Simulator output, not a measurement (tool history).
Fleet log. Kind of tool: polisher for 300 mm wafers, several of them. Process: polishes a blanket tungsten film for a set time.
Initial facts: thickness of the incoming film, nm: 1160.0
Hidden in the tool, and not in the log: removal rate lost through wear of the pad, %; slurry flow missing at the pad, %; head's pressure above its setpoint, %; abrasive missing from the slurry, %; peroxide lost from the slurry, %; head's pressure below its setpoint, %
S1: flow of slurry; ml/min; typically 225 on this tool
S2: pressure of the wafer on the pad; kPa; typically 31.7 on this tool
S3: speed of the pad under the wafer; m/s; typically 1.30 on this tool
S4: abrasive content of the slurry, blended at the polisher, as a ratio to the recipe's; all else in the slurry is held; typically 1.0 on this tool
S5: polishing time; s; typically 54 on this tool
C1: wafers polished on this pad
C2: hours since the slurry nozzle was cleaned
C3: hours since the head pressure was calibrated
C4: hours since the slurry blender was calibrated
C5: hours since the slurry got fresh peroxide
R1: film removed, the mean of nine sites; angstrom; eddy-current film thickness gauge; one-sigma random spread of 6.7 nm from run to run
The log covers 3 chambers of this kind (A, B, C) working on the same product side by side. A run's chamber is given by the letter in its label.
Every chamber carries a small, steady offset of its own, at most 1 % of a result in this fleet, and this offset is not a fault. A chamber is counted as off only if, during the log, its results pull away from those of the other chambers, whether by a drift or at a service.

Run 1B, hour 10.0: usual settings; C1 855; C2 363.1; C3 474.4; C4 211.1; C5 140.6. Result: R1 4675.0 angstrom.
At hour 12.2: chamber B: slurry tank refilled with fresh slurry and peroxide.
Run 2A, hour 23.1: usual settings; C1 505; C2 114.3; C3 1107.2; C4 152.0; C5 181.8. Result: R1 4636.5 angstrom.
At hour 24.1: chamber A: slurry tank refilled with fresh slurry and peroxide.
Run 3C, hour 32.7: usual settings; C1 1593; C2 217.7; C3 601.3; C4 135.6; C5 71.5. Result: R1 4515.6 angstrom.
At hour 35.0: chamber C: worn pad replaced by a new one.
Run 4B, hour 46.2: usual settings; C1 1423; C2 399.3; C3 510.6; C4 247.3; C5 34.1. Result: R1 4550.1 angstrom.
At hour 46.4: chamber B: worn pad replaced by a new one.
Run 5A, hour 60.1: usual settings; C1 1086; C2 151.3; C3 1144.2; C4 189.0; C5 36.1. Result: R1 4621.0 angstrom.
At hour 68.1: chamber B: slurry nozzle cleaned.
At hour 71.8: chamber A: worn pad replaced by a new one.
Run 6C, hour 76.1: usual settings but S3 0.90 m/s, S5 36 s; C1 645; C2 261.1; C3 644.7; C4 179.0; C5 114.9. Result: R1 2106.5 angstrom.
At hour 80.7: chamber B: head pressure recalibrated.
Run 7B, hour 85.1: usual settings but S3 0.90 m/s, S5 36 s; C1 608; C2 17.0; C3 4.4; C4 286.2; C5 73.0. Result: R1 2106.1 angstrom.
At hour 88.7: chamber C: slurry tank refilled with fresh slurry and peroxide.
Run 8A, hour 94.7: usual settings but S3 0.90 m/s, S5 36 s; C1 359; C2 185.9; C3 1178.8; C4 223.6; C5 70.7. Result: R1 2085.1 angstrom.
Run 9C, hour 109.9: usual settings; C1 1175; C2 294.9; C3 678.5; C4 212.8; C5 21.2. Result: R1 4681.8 angstrom.
Run 10A, hour 121.8: usual settings; C1 784; C2 213.0; C3 1205.9; C4 250.7; C5 97.8. Result: R1 4631.8 angstrom.
At hour 128.0: chamber C: worn pad replaced by a new one.
Run 11B, hour 132.1: usual settings; C1 1346; C2 64.0; C3 51.4; C4 333.2; C5 120.0. Result: R1 4596.7 angstrom.
At hour 135.8: chamber B: worn pad replaced by a new one.
Run 12C, hour 146.1: usual settings; C1 284; C2 331.1; C3 714.7; C4 249.0; C5 57.4. Result: R1 4612.7 angstrom.
At hour 146.3: chamber B: slurry tank refilled with fresh slurry and peroxide.
At hour 155.1: chamber A: worn pad replaced by a new one.
Run 13A, hour 156.1: usual settings; C1 16; C2 247.3; C3 1240.2; C4 285.0; C5 132.1. Result: R1 4602.4 angstrom.
Run 14C, hour 163.4: usual settings; C1 556; C2 348.4; C3 732.0; C4 266.3; C5 74.7. Result: R1 4592.2 angstrom.
At hour 174.4: chamber A: head pressure recalibrated.
Run 15B, hour 177.0: usual settings; C1 647; C2 108.9; C3 96.3; C4 378.1; C5 30.7. Result: R1 4653.3 angstrom.
Run 16B, hour 190.9: usual settings; C1 865; C2 122.8; C3 110.2; C4 392.0; C5 44.6. Result: R1 4636.4 angstrom.
At hour 192.1: chamber C: slurry nozzle cleaned.
Run 17A, hour 200.8: usual settings; C1 717; C2 292.0; C3 26.4; C4 329.7; C5 176.8. Result: R1 4604.2 angstrom.
Run 18C, hour 210.9: usual settings; C1 1301; C2 18.9; C3 779.5; C4 313.8; C5 122.2. Result: R1 4596.3 angstrom.
Run 19C, hour 218.9: usual settings; C1 1427; C2 26.9; C3 787.5; C4 321.8; C5 130.2. Result: R1 4567.1 angstrom.
At hour 220.2: chamber B: worn pad replaced by a new one.
At hour 221.0: chamber A: slurry tank refilled with fresh slurry and peroxide.
At hour 225.9: chamber C: slurry tank refilled with fresh slurry and peroxide.
Run 20A, hour 227.4: usual settings; C1 1135; C2 318.6; C3 53.0; C4 356.3; C5 6.5. Result: R1 4611.8 angstrom.
At hour 230.1: chamber C: worn pad replaced by a new one.
At hour 232.8: chamber A: worn pad replaced by a new one.
Run 21B, hour 235.5: usual settings; C1 240; C2 167.4; C3 154.8; C4 436.6; C5 89.2. Result: R1 4595.5 angstrom.
Run 22C, hour 251.7: usual settings; C1 339; C2 59.7; C3 820.3; C4 354.6; C5 25.9. Result: R1 4534.7 angstrom.
Run 23A, hour 260.5: usual settings but S3 1.68 m/s, S4 1.2; C1 435; C2 351.7; C3 86.1; C4 389.4; C5 39.6. Result: R1 6480.6 angstrom.
At hour 261.4: chamber C: slurry blender recalibrated.
At hour 275.4: chamber B: slurry tank refilled with fresh slurry and peroxide.
Run 24B, hour 276.9: usual settings but S3 1.68 m/s, S4 1.2; C1 889; C2 208.8; C3 196.2; C4 478.0; C5 1.5. Result: R1 6343.7 angstrom.
Run 25A, hour 286.7: usual settings but S3 1.68 m/s, S4 1.2; C1 846; C2 377.9; C3 112.3; C4 415.6; C5 65.8. Result: R1 6328.3 angstrom.
At hour 292.8: chamber B: slurry blender recalibrated.
At hour 301.2: chamber B: worn pad replaced by a new one.
Run 26C, hour 303.5: usual settings; C1 1152; C2 111.5; C3 872.1; C4 42.2; C5 77.7. Result: R1 4586.0 angstrom.
Run 27B, hour 319.4: usual settings; C1 285; C2 251.3; C3 238.7; C4 26.6; C5 44.0. Result: R1 4741.7 angstrom.
At hour 319.7: chamber A: worn pad replaced by a new one.
At hour 322.7: chamber C: worn pad replaced by a new one.
Run 28A, hour 335.7: usual settings; C1 252; C2 426.9; C3 161.3; C4 464.6; C5 114.8. Result: R1 4622.9 angstrom.
Run 29B, hour 348.9: usual settings; C1 748; C2 280.8; C3 268.2; C4 56.1; C5 73.5. Result: R1 4549.9 angstrom.
Run 30C, hour 365.4: usual settings; C1 670; C2 173.4; C3 934.0; C4 104.1; C5 139.6. Result: R1 4598.2 angstrom.
Run 31A, hour 373.7: usual settings; C1 848; C2 464.9; C3 199.3; C4 502.6; C5 152.8. Result: R1 4536.2 angstrom.
At hour 383.7: chamber C: slurry tank refilled with fresh slurry and peroxide.
Run 32B, hour 386.4: usual settings but S5 45 s; C1 1337; C2 318.3; C3 305.7; C4 93.6; C5 111.0. Result: R1 3941.3 angstrom.
At hour 386.7: chamber B: slurry tank refilled with fresh slurry and peroxide.
At hour 390.6: chamber A: slurry tank refilled with fresh slurry and peroxide.
At hour 391.2: chamber B: worn pad replaced by a new one.
Run 33C, hour 398.9: usual settings but S5 45 s; C1 1195; C2 206.9; C3 967.5; C4 137.6; C5 15.3. Result: R1 3932.6 angstrom.
At hour 399.3: chamber A: slurry blender recalibrated.
Run 34A, hour 408.1: usual settings but S5 45 s; C1 1388; C2 499.3; C3 233.7; C4 8.9; C5 17.5. Result: R1 3757.3 angstrom.
At hour 414.7: chamber C: worn pad replaced by a new one.
At hour 416.1: chamber A: worn pad replaced by a new one.
Run 35B, hour 419.5: usual settings; C1 445; C2 351.4; C3 338.8; C4 126.7; C5 32.9. Result: R1 4653.6 angstrom.
Run 36C, hour 430.8: usual settings; C1 253; C2 238.8; C3 999.4; C4 169.5; C5 47.2. Result: R1 4551.8 angstrom.
Run 37A, hour 446.8: usual settings but S2 42.1 kPa, S3 1.74 m/s; C1 482; C2 538.0; C3 272.4; C4 47.6; C5 56.2. Result: R1 8134.1 angstrom.
Run 38B, hour 455.2: usual settings but S2 42.1 kPa, S3 1.74 m/s; C1 1005; C2 387.1; C3 374.5; C4 162.4; C5 68.6. Result: R1 8492.7 angstrom.

For the next run the whole fleet of 3 chambers uses the same settings. Give each chamber's results:
Run 39A, hour 467.2: usual settings. Result: R1 ?.
Run 39B, hour 467.2: usual settings. Result: R1 ?.
Run 39C, hour 467.2: usual settings. Result: R1 ?.

run      R1
39A  4648.5
39B  4649.0
39C  4733.9
